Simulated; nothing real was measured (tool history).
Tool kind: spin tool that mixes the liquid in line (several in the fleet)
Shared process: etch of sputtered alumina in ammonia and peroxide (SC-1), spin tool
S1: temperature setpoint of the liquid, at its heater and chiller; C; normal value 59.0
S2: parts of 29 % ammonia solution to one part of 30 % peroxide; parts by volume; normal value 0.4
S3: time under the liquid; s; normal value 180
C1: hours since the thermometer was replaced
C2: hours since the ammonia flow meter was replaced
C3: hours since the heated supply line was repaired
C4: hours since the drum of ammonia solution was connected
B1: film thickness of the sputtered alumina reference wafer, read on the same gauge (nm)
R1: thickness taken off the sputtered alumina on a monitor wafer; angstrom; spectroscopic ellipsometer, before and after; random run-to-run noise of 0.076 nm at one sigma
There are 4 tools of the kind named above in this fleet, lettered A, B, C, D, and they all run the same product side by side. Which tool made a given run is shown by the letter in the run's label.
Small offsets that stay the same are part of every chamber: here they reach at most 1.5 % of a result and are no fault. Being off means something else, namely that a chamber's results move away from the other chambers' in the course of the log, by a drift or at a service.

run	day	S1	S2	S3	C1	C2	C3	C4	B1	R1
1D	0.396	59.0	0.4	180	1687.5	451.7	1217.1	486.5	100.000	109.790
2B	0.846	59.0	0.4	180	74.5	413.1	118.9	537.0	99.956	111.220
3C	1.233	59.0	0.4	180	450.5	864.1	2899.1	764.8	99.997	110.760
4A	1.683	59.0	0.4	180	1245.1	1883.4	1495.0	905.0	100.040	106.210
5C	2.208	59.0	0.4	275	473.9	887.5	2922.5	788.2	99.970	167.730
6A	2.483	59.0	0.4	275	1264.3	1902.6	1514.2	924.2	100.020	163.640
7B	2.767	59.0	0.4	275	120.6	459.2	165.0	583.1	100.000	168.340
# day 2.896: chamber B: new drum of ammonia solution connected
8D	3.033	59.0	0.4	275	1750.8	515.0	1280.4	549.8	100.050	165.650
# day 3.083: chamber C: new drum of ammonia solution connected
9C	3.388	59.0	0.4	180	502.2	915.8	2950.8	7.3	100.010	109.480
10A	3.621	59.0	0.4	180	1291.6	1929.9	1541.5	951.5	99.975	106.670
11B	3.912	59.0	0.4	180	148.1	486.7	192.5	24.4	99.987	111.580
12D	4.250	66.0	0.4	285	1780.0	544.2	1309.6	579.0	99.985	245.060
13B	4.771	66.0	0.4	285	168.7	507.3	213.1	45.0	100.020	247.040
14A	5.117	66.0	0.4	285	1327.5	1965.8	1577.4	987.4	99.994	243.620
15C	5.625	66.0	0.4	285	555.9	969.5	3004.5	61.0	100.010	247.380
16D	6.029	59.0	0.4	180	1822.7	586.9	1352.3	621.7	100.030	109.170
# day 6.292: chamber D: heated supply line repaired
17A	6.471	66.5	0.4	130	1360.0	1998.3	1609.9	1019.9	99.987	114.320
18D	6.733	66.5	0.4	130	1839.6	603.8	10.7	638.6	100.020	114.820
19B	7.183	66.5	0.4	130	226.6	565.2	271.0	102.9	100.020	115.840
20C	7.650	66.5	0.4	130	604.5	1018.1	3053.1	109.6	100.000	110.780
21C	7.992	59.0	0.4	180	612.7	1026.3	3061.3	117.8	100.010	104.840
22A	8.296	64.5	0.4	125	1403.8	2042.1	1653.7	1063.7	99.992	99.280
23B	8.717	64.5	0.4	125	263.4	602.0	307.8	139.7	99.983	102.350
24D	9.108	64.5	0.4	125	1896.6	660.8	67.7	695.6	99.948	99.492
25C	9.496	64.5	0.4	125	648.8	1062.4	3097.4	153.9	100.010	95.884
26D	9.838	59.0	0.4	180	1914.1	678.3	85.2	713.1	99.986	108.560
27A	10.067	59.0	0.4	180	1446.3	2084.6	1696.2	1106.2	99.989	108.020
28B	10.475	59.0	0.4	180	305.6	644.2	350.0	181.9	100.000	110.760
29B	10.825	59.0	0.4	180	314.0	652.6	358.4	190.3	99.999	110.040
30D	11.292	59.0	0.4	180	1949.0	713.2	120.1	748.0	99.963	108.930
# day 11.525: chamber D: new drum of ammonia solution connected
31C	11.675	59.0	0.4	180	701.1	1114.7	3149.7	206.2	99.999	103.490
32A	12.096	59.0	0.4	180	1495.0	2133.3	1744.9	1154.9	100.000	107.410
33D	12.550	59.0	0.4	180	1979.2	743.4	150.3	24.6	99.986	109.840
34B	13.067	59.0	0.4	180	367.8	706.4	412.2	244.1	100.030	110.690

Is one chamber off against the others, does the gauge drift, or is nothing wrong? If a chamber is off, say which, and what the likeliest cause is.

Chamber C drifts away from the others.
Most likely cause: liquid colder than its thermometer reads (K) = 1.35.
The log may not tell that from: temperature lost on the way to the wafer (K).

Below are 4 candidate recipes for chamber C's next run, each the usual settings with a change, their results shown as question marks. Which of them brings C's results back in line with what the other chambers give on the usual settings?
Allowed miss from the other chambers' usual-settings mean, per result, to count as in line: R1 2.600 angstrom
35C-1	13.442	58.5	0.4	175						?
35C-2	13.442	59.0	0.4	190						?
35C-3	13.442	59.0	0.4	160						?
35C-4	13.442	61.5	0.4	180						?

The mean the other chambers reach with the usual settings: R1 109.230 angstrom
run	R1
35C-1	96.721
35C-2	107.790
35C-3	90.773
35C-4	116.340
35C-2 puts the chamber back in line with the other chambers.
